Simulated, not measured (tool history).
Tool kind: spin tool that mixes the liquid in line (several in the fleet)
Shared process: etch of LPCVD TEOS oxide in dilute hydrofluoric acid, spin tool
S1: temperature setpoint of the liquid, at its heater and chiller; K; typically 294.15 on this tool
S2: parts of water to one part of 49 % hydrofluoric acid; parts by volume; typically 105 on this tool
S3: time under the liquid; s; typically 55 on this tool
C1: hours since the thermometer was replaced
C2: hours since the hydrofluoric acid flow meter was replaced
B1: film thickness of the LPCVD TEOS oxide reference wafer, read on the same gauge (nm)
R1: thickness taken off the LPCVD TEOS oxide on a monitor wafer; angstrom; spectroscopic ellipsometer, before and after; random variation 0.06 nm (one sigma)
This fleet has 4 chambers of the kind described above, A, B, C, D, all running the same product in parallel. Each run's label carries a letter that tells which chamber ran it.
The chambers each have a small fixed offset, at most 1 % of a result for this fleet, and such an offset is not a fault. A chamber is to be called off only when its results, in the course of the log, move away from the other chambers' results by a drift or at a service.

run	hour	S1	S2	S3	C1	C2	B1	R1
1C	3.1	294.15	105	55	138.5	398.8	79.991	98.559
2D	6.3	294.15	105	55	502.1	207.1	80.032	97.806
3A	9.4	294.15	105	55	1538.5	307.9	79.997	97.652
4B	14.5	294.15	105	55	952.8	115.4	79.997	98.816
5D	17.6	294.15	105	55	513.4	218.4	79.997	98.989
6C	21.7	294.15	105	55	157.1	417.4	80.012	99.003
7B	26	294.15	105	55	964.3	126.9	79.994	98.21
8A	30.6	294.15	105	55	1559.7	329.1	79.993	98.217
9A	35.5	294.15	105	55	1564.6	334	80	98.224
10C	40.4	294.15	105	55	175.8	436.1	79.971	99.973
11D	44.2	294.15	105	55	540	245	79.993	97.821
12B	48	294.15	105	55	986.3	148.9	80.008	98.404
13B	53.9	294.15	105	55	992.2	154.8	79.98	96.618
14C	58.7	294.15	85	55	194.1	454.4	80.001	124.76
15A	62.8	294.15	85	55	1591.9	361.3	79.982	123.27
16D	66.1	294.15	85	55	561.9	266.9	80.01	124.65
17C	71.1	294.15	85	55	206.5	466.8	80.004	126.02
18D	74.7	294.15	105	55	570.5	275.5	79.972	99.099
19A	79	294.15	105	55	1608.1	377.5	79.982	98.954
20B	81.8	294.15	105	55	1020.1	182.7	79.982	97.773
21B	84.5	294.15	105	55	1022.8	185.4	80.009	97.817
22C	90.2	294.15	105	55	225.6	485.9	80.007	99.437
23D	93.6	291.15	65	55	589.4	294.4	80.014	146.57
24A	97	291.15	65	55	1626.1	395.5	80.006	146.78
25A	102.6	291.15	65	55	1631.7	401.1	79.991	145.89

Is one chamber out of step, is the gauge drifting, or do the chambers differ by no more than their own small offsets? For an off chamber, give its letter and the likeliest cause.

The fleet is healthy, with each chamber sitting at its usual small offset and no drift in the gauge.
